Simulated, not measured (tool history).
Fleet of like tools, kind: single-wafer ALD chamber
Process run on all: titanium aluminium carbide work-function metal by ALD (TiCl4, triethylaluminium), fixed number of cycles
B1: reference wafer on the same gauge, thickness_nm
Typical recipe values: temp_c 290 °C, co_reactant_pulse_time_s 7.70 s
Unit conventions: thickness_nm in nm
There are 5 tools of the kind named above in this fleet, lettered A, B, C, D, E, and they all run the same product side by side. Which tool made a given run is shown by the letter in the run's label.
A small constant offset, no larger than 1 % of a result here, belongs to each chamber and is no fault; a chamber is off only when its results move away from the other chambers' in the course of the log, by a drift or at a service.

run 1D hour=7.4 | temp_c=290 co_reactant_pulse_time_s=7.70 | B1=1.5405 | thickness_nm=1.8455
run 2A hour=16.4 | temp_c=290 co_reactant_pulse_time_s=7.70 | B1=1.5396 | thickness_nm=1.8271
run 3C hour=21.1 | temp_c=290 co_reactant_pulse_time_s=7.70 | B1=1.5393 | thickness_nm=1.8312
run 4B hour=26.3 | temp_c=290 co_reactant_pulse_time_s=7.70 | B1=1.5393 | thickness_nm=1.8330
run 5E hour=31.6 | temp_c=290 co_reactant_pulse_time_s=4.87 | B1=1.5384 | thickness_nm=1.6069
run 6A hour=38.3 | temp_c=290 co_reactant_pulse_time_s=4.87 | B1=1.5385 | thickness_nm=1.6018
run 7E hour=46.0 | temp_c=290 co_reactant_pulse_time_s=4.87 | B1=1.5386 | thickness_nm=1.6026
run 8B hour=53.0 | temp_c=290 co_reactant_pulse_time_s=4.87 | B1=1.5379 | thickness_nm=1.6111
run 9C hour=59.0 | temp_c=290 co_reactant_pulse_time_s=4.87 | B1=1.5382 | thickness_nm=1.6037
run 10D hour=67.6 | temp_c=290 co_reactant_pulse_time_s=7.70 | B1=1.5380 | thickness_nm=1.8456
run 11E hour=71.7 | temp_c=278 co_reactant_pulse_time_s=7.70 | B1=1.5373 | thickness_nm=1.7411
run 12C hour=76.0 | temp_c=278 co_reactant_pulse_time_s=7.70 | B1=1.5373 | thickness_nm=1.7317
run 13B hour=84.6 | temp_c=278 co_reactant_pulse_time_s=7.70 | B1=1.5372 | thickness_nm=1.7292
run 14D hour=93.1 | temp_c=278 co_reactant_pulse_time_s=7.70 | B1=1.5372 | thickness_nm=1.7455
-- hour=98.9 chamber B: triethylaluminium bottle replaced
run 15A hour=100.9 | temp_c=278 co_reactant_pulse_time_s=7.70 | B1=1.5372 | thickness_nm=1.7252
run 16C hour=106.5 | temp_c=290 co_reactant_pulse_time_s=7.70 | B1=1.5364 | thickness_nm=1.8273
run 17E hour=110.7 | temp_c=290 co_reactant_pulse_time_s=7.70 | B1=1.5362 | thickness_nm=1.8393
run 18D hour=117.2 | temp_c=290 co_reactant_pulse_time_s=7.70 | B1=1.5354 | thickness_nm=1.8449
run 19A hour=124.2 | temp_c=290 co_reactant_pulse_time_s=7.70 | B1=1.5350 | thickness_nm=1.8232
run 20B hour=129.1 | temp_c=290 co_reactant_pulse_time_s=7.70 | B1=1.5352 | thickness_nm=1.8284
run 21C hour=135.9 | temp_c=304 co_reactant_pulse_time_s=6.52 | B1=1.5351 | thickness_nm=1.8713
run 22D hour=141.4 | temp_c=304 co_reactant_pulse_time_s=6.52 | B1=1.5352 | thickness_nm=1.8890
run 23A hour=149.2 | temp_c=304 co_reactant_pulse_time_s=6.52 | B1=1.5347 | thickness_nm=1.8620
run 24E hour=155.7 | temp_c=304 co_reactant_pulse_time_s=6.52 | B1=1.5343 | thickness_nm=1.8777
run 25B hour=163.3 | temp_c=304 co_reactant_pulse_time_s=6.52 | B1=1.5344 | thickness_nm=1.8675
run 26B hour=171.5 | temp_c=290 co_reactant_pulse_time_s=7.70 | B1=1.5337 | thickness_nm=1.8256
run 27E hour=179.7 | temp_c=290 co_reactant_pulse_time_s=7.70 | B1=1.5336 | thickness_nm=1.8339
run 28C hour=185.1 | temp_c=290 co_reactant_pulse_time_s=7.70 | B1=1.5334 | thickness_nm=1.8191
run 29D hour=189.3 | temp_c=299 co_reactant_pulse_time_s=7.70 | B1=1.5333 | thickness_nm=1.9118
run 30A hour=197.6 | temp_c=299 co_reactant_pulse_time_s=7.70 | B1=1.5328 | thickness_nm=1.8950
run 31A hour=204.6 | temp_c=299 co_reactant_pulse_time_s=7.70 | B1=1.5330 | thickness_nm=1.8914
run 32D hour=208.8 | temp_c=299 co_reactant_pulse_time_s=7.70 | B1=1.5325 | thickness_nm=1.9126
run 33B hour=215.6 | temp_c=299 co_reactant_pulse_time_s=7.70 | B1=1.5330 | thickness_nm=1.9000
run 34E hour=221.6 | temp_c=277 co_reactant_pulse_time_s=5.63 | B1=1.5325 | thickness_nm=1.5855

Predict what each chamber gives when all 5 of them run the settings below next.
run 35A hour=228.1 | temp_c=304 co_reactant_pulse_time_s=7.70 | thickness_nm=?
run 35B hour=228.1 | temp_c=304 co_reactant_pulse_time_s=7.70 | thickness_nm=?
run 35C hour=228.1 | temp_c=304 co_reactant_pulse_time_s=7.70 | thickness_nm=?
run 35D hour=228.1 | temp_c=304 co_reactant_pulse_time_s=7.70 | thickness_nm=?
run 35E hour=228.1 | temp_c=304 co_reactant_pulse_time_s=7.70 | thickness_nm=?

run=35A thickness_nm=1.9329
run=35B thickness_nm=1.9393
run=35C thickness_nm=1.9412
run=35D thickness_nm=1.9568
run=35E thickness_nm=1.9538
